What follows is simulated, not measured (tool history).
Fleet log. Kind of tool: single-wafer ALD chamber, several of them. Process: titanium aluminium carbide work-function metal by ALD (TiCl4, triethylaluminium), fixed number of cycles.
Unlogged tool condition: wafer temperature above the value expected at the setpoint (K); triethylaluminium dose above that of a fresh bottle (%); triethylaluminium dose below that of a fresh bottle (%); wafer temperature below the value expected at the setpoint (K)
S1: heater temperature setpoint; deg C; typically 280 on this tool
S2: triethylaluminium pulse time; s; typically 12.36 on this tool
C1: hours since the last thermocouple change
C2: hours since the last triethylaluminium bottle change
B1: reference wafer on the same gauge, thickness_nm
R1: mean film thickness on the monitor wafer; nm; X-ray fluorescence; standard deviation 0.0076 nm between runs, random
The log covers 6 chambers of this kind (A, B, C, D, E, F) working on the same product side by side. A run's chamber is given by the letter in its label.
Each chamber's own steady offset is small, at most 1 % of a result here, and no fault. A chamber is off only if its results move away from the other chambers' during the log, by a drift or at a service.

| run | day | S1 | S2 | C1 | C2 | B1 | R1 |
|---|---|---|---|---|---|---|---|
| 1D | 0.271 | 280 | 12.36 | 1461.4 | 461.8 | 2.1490 | 1.8658 |
| 2E | 0.762 | 280 | 12.36 | 356.4 | 105.4 | 2.1498 | 1.8609 |
|  | 1.092 | chamber A: triethylaluminium bottle replaced |
| 3B | 1.096 | 280 | 12.36 | 1321.2 | 297.3 | 2.1483 | 1.8707 |
| 4A | 1.483 | 280 | 12.36 | 1251.6 | 9.5 | 2.1497 | 1.8873 |
| 5F | 1.975 | 280 | 12.36 | 593.5 | 373.3 | 2.1512 | 1.8478 |
| 6C | 2.404 | 280 | 12.36 | 428.7 | 822.8 | 2.1497 | 1.8637 |
| 7E | 2.838 | 280 | 12.36 | 406.2 | 155.2 | 2.1500 | 1.8566 |
| 8A | 3.250 | 280 | 12.36 | 1294.0 | 51.9 | 2.1529 | 1.8737 |
| 9D | 3.529 | 267 | 9.66 | 1539.6 | 540.0 | 2.1514 | 1.7111 |
| 10B | 3.800 | 267 | 9.66 | 1386.1 | 362.2 | 2.1498 | 1.7341 |
| 11F | 4.221 | 267 | 9.66 | 647.4 | 427.2 | 2.1495 | 1.7088 |
| 12C | 4.467 | 267 | 9.66 | 478.2 | 872.3 | 2.1495 | 1.7134 |
| 13D | 4.842 | 267 | 9.66 | 1571.1 | 571.5 | 2.1481 | 1.7246 |
| 14E | 5.154 | 267 | 9.66 | 461.8 | 210.8 | 2.1499 | 1.7164 |
| 15B | 5.571 | 280 | 12.36 | 1428.6 | 404.7 | 2.1491 | 1.8844 |
| 16A | 5.879 | 290 | 12.36 | 1357.1 | 115.0 | 2.1510 | 1.9608 |
| 17C | 6.321 | 290 | 12.36 | 522.7 | 916.8 | 2.1511 | 1.9542 |
| 18F | 6.746 | 290 | 12.36 | 708.0 | 487.8 | 2.1516 | 1.9599 |
| 19E | 7.171 | 290 | 12.36 | 510.2 | 259.2 | 2.1487 | 1.9653 |
| 20A | 7.525 | 290 | 12.36 | 1396.6 | 154.5 | 2.1498 | 1.9476 |
| 21B | 8.021 | 290 | 12.36 | 1487.4 | 463.5 | 2.1508 | 1.9556 |
| 22C | 8.496 | 280 | 12.36 | 574.9 | 969.0 | 2.1489 | 1.8502 |
| 23D | 8.917 | 280 | 12.36 | 1668.9 | 669.3 | 2.1495 | 1.8631 |
| 24F | 9.275 | 280 | 12.36 | 768.7 | 548.5 | 2.1508 | 1.8505 |
| 25D | 9.746 | 280 | 12.36 | 1688.8 | 689.2 | 2.1520 | 1.8668 |
| 26E | 10.033 | 280 | 12.36 | 578.9 | 327.9 | 2.1504 | 1.8687 |
| 27A | 10.446 | 280 | 9.28 | 1466.7 | 224.6 | 2.1476 | 1.8150 |
| 28F | 10.875 | 280 | 9.28 | 807.1 | 586.9 | 2.1491 | 1.8195 |
| 29B | 11.175 | 280 | 9.28 | 1563.1 | 539.2 | 2.1489 | 1.8001 |
| 30C | 11.546 | 280 | 9.28 | 648.1 | 1042.2 | 2.1506 | 1.8168 |
| 31D | 11.812 | 280 | 9.28 | 1738.4 | 738.8 | 2.1485 | 1.8117 |
| 32C | 12.096 | 280 | 9.28 | 661.3 | 1055.4 | 2.1487 | 1.8120 |
| 33E | 12.525 | 280 | 12.36 | 638.7 | 387.7 | 2.1509 | 1.8723 |
| 34A | 13.017 | 280 | 12.36 | 1528.4 | 286.3 | 2.1499 | 1.8668 |
|  | 13.054 | chamber B: thermocouple changed; heater temperature recalibrated |
| 35F | 13.396 | 280 | 12.36 | 867.6 | 647.4 | 2.1511 | 1.8576 |
| 36B | 13.829 | 280 | 12.36 | 18.6 | 602.9 | 2.1515 | 1.8561 |
| 37E | 14.142 | 280 | 12.36 | 677.5 | 426.5 | 2.1481 | 1.8585 |
| 38F | 14.629 | 280 | 12.36 | 897.2 | 677.0 | 2.1500 | 1.8663 |
| 39D | 15.050 | 280 | 12.36 | 1816.1 | 816.5 | 2.1462 | 1.8616 |

All 6 chambers run these settings next. Forecast each chamber's results:
| 40A | 15.421 | 280 | 14.66 |  |  |  | ? |
| 40B | 15.421 | 280 | 14.66 |  |  |  | ? |
| 40C | 15.421 | 280 | 14.66 |  |  |  | ? |
| 40D | 15.421 | 280 | 14.66 |  |  |  | ? |
| 40E | 15.421 | 280 | 14.66 |  |  |  | ? |
| 40F | 15.421 | 280 | 14.66 |  |  |  | ? |

| run | R1 |
|---|---|
| 40A | 1.8841 |
| 40B | 1.8853 |
| 40C | 1.8730 |
| 40D | 1.8684 |
| 40E | 1.8811 |
| 40F | 1.8801 |

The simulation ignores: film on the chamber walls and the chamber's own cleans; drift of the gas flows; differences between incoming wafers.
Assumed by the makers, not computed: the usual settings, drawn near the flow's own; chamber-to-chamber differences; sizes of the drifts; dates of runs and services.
